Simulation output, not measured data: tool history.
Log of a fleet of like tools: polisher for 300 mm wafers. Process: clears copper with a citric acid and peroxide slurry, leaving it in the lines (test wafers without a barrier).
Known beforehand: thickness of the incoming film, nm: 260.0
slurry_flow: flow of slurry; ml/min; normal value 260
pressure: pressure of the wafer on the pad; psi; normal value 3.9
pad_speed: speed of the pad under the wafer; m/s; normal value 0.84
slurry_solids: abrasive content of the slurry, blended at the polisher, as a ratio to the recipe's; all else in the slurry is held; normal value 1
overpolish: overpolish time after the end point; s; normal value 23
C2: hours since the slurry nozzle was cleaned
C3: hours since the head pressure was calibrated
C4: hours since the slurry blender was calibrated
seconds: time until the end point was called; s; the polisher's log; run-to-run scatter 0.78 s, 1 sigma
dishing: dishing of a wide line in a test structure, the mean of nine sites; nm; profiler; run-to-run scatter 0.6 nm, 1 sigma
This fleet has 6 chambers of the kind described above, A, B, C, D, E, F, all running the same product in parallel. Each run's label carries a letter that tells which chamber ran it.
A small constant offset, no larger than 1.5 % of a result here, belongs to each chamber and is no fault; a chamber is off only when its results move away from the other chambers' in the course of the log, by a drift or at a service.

Run 1B, day 0.188: usual settings; wafers polished on this pad 247; C2 646.8; C3 86; C4 98.3. Result: seconds 87.497 s, dishing 42.894 nm.
Run 2E, day 0.367: usual settings; wafers polished on this pad 331; C2 224.9; C3 838.4; C4 301.8. Result: seconds 89.664 s, dishing 42.192 nm.
At day 0.379: chamber C: slurry blender recalibrated.
Run 3F, day 0.667: usual settings; wafers polished on this pad 382; C2 50.7; C3 140.3; C4 301.1. Result: seconds 87.126 s, dishing 42.534 nm.
At day 0.9: chamber A: head pressure recalibrated.
Run 4C, day 0.954: usual settings; wafers polished on this pad 1196; C2 320.3; C3 495.8; C4 13.8. Result: seconds 87.98 s, dishing 43.706 nm.
Run 5D, day 1.233: usual settings; wafers polished on this pad 591; C2 374.1; C3 422; C4 92.7. Result: seconds 88.557 s, dishing 42.997 nm.
Run 6A, day 1.408: usual settings; wafers polished on this pad 834; C2 475.5; C3 12.2; C4 247.1. Result: seconds 88.451 s, dishing 42.85 nm.
At day 1.571: chamber A: worn pad replaced by a new one.
Run 7A, day 1.658: usual settings; wafers polished on this pad 13; C2 481.5; C3 18.2; C4 253.1. Result: seconds 88.064 s, dishing 42.202 nm.
At day 1.679: chamber C: worn pad replaced by a new one.
At day 1.679: chamber A: slurry blender recalibrated.
Run 8F, day 1.842: usual settings; wafers polished on this pad 559; C2 78.9; C3 168.5; C4 329.3. Result: seconds 86.957 s, dishing 43.716 nm.
Run 9B, day 2.05: usual settings; wafers polished on this pad 527; C2 691.5; C3 130.7; C4 143. Result: seconds 89.163 s, dishing 43.115 nm.
Run 10E, day 2.225: usual settings; wafers polished on this pad 611; C2 269.5; C3 883; C4 346.4. Result: seconds 88.882 s, dishing 43.424 nm.
At day 2.233: chamber E: worn pad replaced by a new one.
At day 2.358: chamber E: head pressure recalibrated.
Run 11D, day 2.458: usual settings; wafers polished on this pad 775; C2 403.5; C3 451.4; C4 122.1. Result: seconds 88.02 s, dishing 42.56 nm.
Run 12C, day 2.671: usual settings; wafers polished on this pad 149; C2 361.5; C3 537; C4 55. Result: seconds 88.565 s, dishing 43.703 nm.
Run 13B, day 2.946: usual settings; wafers polished on this pad 662; C2 713; C3 152.2; C4 164.5. Result: seconds 88.615 s, dishing 42.485 nm.
Run 14F, day 3.158: usual settings; wafers polished on this pad 757; C2 110.5; C3 200.1; C4 360.9. Result: seconds 88.784 s, dishing 43.319 nm.
At day 3.267: chamber A: slurry nozzle cleaned.
Run 15E, day 3.321: usual settings; wafers polished on this pad 163; C2 295.8; C3 23.1; C4 372.7. Result: seconds 87.788 s, dishing 41.322 nm.
Run 16D, day 3.604: usual settings; wafers polished on this pad 948; C2 431; C3 478.9; C4 149.6. Result: seconds 88.409 s, dishing 42.519 nm.
At day 3.608: chamber D: worn pad replaced by a new one.
Run 17C, day 3.825: usual settings; wafers polished on this pad 323; C2 389.2; C3 564.7; C4 82.7. Result: seconds 88.181 s, dishing 43.458 nm.
At day 4.004: chamber F: worn pad replaced by a new one.
Run 18A, day 4.062: usual settings; wafers polished on this pad 375; C2 19.1; C3 75.9; C4 57.3. Result: seconds 87.701 s, dishing 42.467 nm.
Run 19D, day 4.288: usual settings; wafers polished on this pad 102; C2 447.4; C3 495.3; C4 166. Result: seconds 88.752 s, dishing 42.905 nm.
Run 20B, day 4.583: usual settings; wafers polished on this pad 909; C2 752.3; C3 191.5; C4 203.8. Result: seconds 88.358 s, dishing 42.45 nm.
Run 21E, day 4.783: usual settings; wafers polished on this pad 384; C2 330.9; C3 58.2; C4 407.8. Result: seconds 89.675 s, dishing 42.093 nm.
At day 4.792: chamber F: slurry blender recalibrated.
Run 22A, day 4.958: usual settings; wafers polished on this pad 510; C2 40.6; C3 97.4; C4 78.8. Result: seconds 88.259 s, dishing 41.789 nm.
At day 5.204: chamber B: worn pad replaced by a new one.
Run 23F, day 5.262: usual settings; wafers polished on this pad 189; C2 161; C3 250.6; C4 11.4. Result: seconds 88.278 s, dishing 43.324 nm.
Run 24C, day 5.492: usual settings; wafers polished on this pad 574; C2 429.2; C3 604.7; C4 122.7. Result: seconds 88.034 s, dishing 43.271 nm.
Run 25C, day 5.808: usual settings; wafers polished on this pad 621; C2 436.8; C3 612.3; C4 130.3. Result: seconds 87.129 s, dishing 42.736 nm.
Run 26A, day 6.079: usual settings; wafers polished on this pad 678; C2 67.5; C3 124.3; C4 105.7. Result: seconds 88.979 s, dishing 42.448 nm.
Run 27E, day 6.325: usual settings; wafers polished on this pad 616; C2 367.9; C3 95.2; C4 444.8. Result: seconds 89.793 s, dishing 42.669 nm.
Run 28F, day 6.612: usual settings but slurry_flow 290 ml/min, slurry_solids 0.75; wafers polished on this pad 393; C2 193.4; C3 283; C4 43.8. Result: seconds 92.293 s, dishing 43.07 nm.
At day 6.617: chamber B: slurry nozzle cleaned.
Run 29B, day 6.754: usual settings but slurry_flow 290 ml/min, slurry_solids 0.75; wafers polished on this pad 233; C2 3.3; C3 243.6; C4 255.9. Result: seconds 91.809 s, dishing 41.512 nm.
At day 6.867: chamber E: worn pad replaced by a new one.
Run 30D, day 6.942: usual settings but slurry_flow 290 ml/min, slurry_solids 0.75; wafers polished on this pad 502; C2 511.1; C3 559; C4 229.7. Result: seconds 92.925 s, dishing 41.185 nm.
Run 31A, day 7.133: usual settings but slurry_flow 290 ml/min, slurry_solids 0.75; wafers polished on this pad 837; C2 92.8; C3 149.6; C4 131. Result: seconds 92.453 s, dishing 41.026 nm.
Run 32E, day 7.308: usual settings but slurry_flow 290 ml/min, slurry_solids 0.75; wafers polished on this pad 66; C2 391.5; C3 118.8; C4 468.4. Result: seconds 95.691 s, dishing 39.487 nm.
Run 33B, day 7.542: usual settings but slurry_flow 290 ml/min, slurry_solids 0.75; wafers polished on this pad 352; C2 22.2; C3 262.5; C4 274.8. Result: seconds 93.257 s, dishing 41.389 nm.
Run 34D, day 7.758: usual settings; wafers polished on this pad 625; C2 530.7; C3 578.6; C4 249.3. Result: seconds 88.02 s, dishing 43.639 nm.
Run 35C, day 8.025: usual settings; wafers polished on this pad 955; C2 490; C3 665.5; C4 183.5. Result: seconds 86.875 s, dishing 44.368 nm.
At day 8.15: chamber A: worn pad replaced by a new one.
Run 36F, day 8.196: usual settings; wafers polished on this pad 631; C2 231.4; C3 321; C4 81.8. Result: seconds 89.054 s, dishing 44.152 nm.
Run 37A, day 8.412: usual settings; wafers polished on this pad 39; C2 123.5; C3 180.3; C4 161.7. Result: seconds 88.548 s, dishing 42.48 nm.
Run 38E, day 8.554: usual settings; wafers polished on this pad 254; C2 421.4; C3 148.7; C4 498.3. Result: seconds 92.616 s, dishing 41.505 nm.
Run 39D, day 8.804: usual settings; wafers polished on this pad 782; C2 555.8; C3 603.7; C4 274.4. Result: seconds 87.459 s, dishing 42.945 nm.
At day 8.829: chamber D: head pressure recalibrated.
Run 40C, day 9.004: usual settings; wafers polished on this pad 1103; C2 513.5; C3 689; C4 207. Result: seconds 87.708 s, dishing 43.173 nm.
Run 41B, day 9.158: usual settings; wafers polished on this pad 595; C2 61; C3 301.3; C4 313.6. Result: seconds 87.98 s, dishing 43.077 nm.
At day 9.308: chamber D: worn pad replaced by a new one.
Run 42F, day 9.412: usual settings; wafers polished on this pad 814; C2 260.6; C3 350.2; C4 111. Result: seconds 86.795 s, dishing 43.737 nm.
Run 43E, day 9.696: usual settings but overpolish 19 s; wafers polished on this pad 426; C2 448.8; C3 176.1; C4 525.7. Result: seconds 94.106 s, dishing 35.9 nm.
Run 44D, day 9.85: usual settings but overpolish 19 s; wafers polished on this pad 81; C2 580.9; C3 24.5; C4 299.5. Result: seconds 87.514 s, dishing 37.642 nm.

Decide between three cases: one chamber stands off from its peers, the gauge reading all wafers drifts, or nothing is wrong past each chamber's small offset. Where a chamber is off, say which and what most likely put it there.

Chamber E drifts away from the others.
Cause: abrasive missing from the slurry, % = 21.4.
It could be hard to tell apart here from: slurry flow missing at the pad, %.

Here are 4 candidates for chamber E's next run, each the usual settings with a change, their results left as question marks. Which one brings its results back in line with what the others give on the usual settings?
To be in line, a result may differ from the other chambers' mean on the usual settings by at most: seconds 2.7 s; dishing 2.1 nm
Run 45E-1, day 10.075: usual settings but pressure 3.8 psi, pad_speed 0.82 m/s. Result: seconds ?, dishing ?.
Run 45E-2, day 10.075: usual settings but pressure 4.1 psi, pad_speed 0.9 m/s, overpolish 24 s. Result: seconds ?, dishing ?.
Run 45E-3, day 10.075: usual settings but pressure 3.7 psi, pad_speed 0.78 m/s. Result: seconds ?, dishing ?.
Run 45E-4, day 10.075: usual settings but pressure 4 psi, pad_speed 0.86 m/s. Result: seconds ?, dishing ?.

Average result of the remaining chambers running the usual settings: seconds 88.082 s; dishing 42.978 nm
  run  seconds  dishing
45E-1   98.396    39.02
45E-2   83.407   46.071
45E-3   106.05   36.693
45E-4   89.349   42.227
45E-4 puts the chamber back in line with the other chambers.
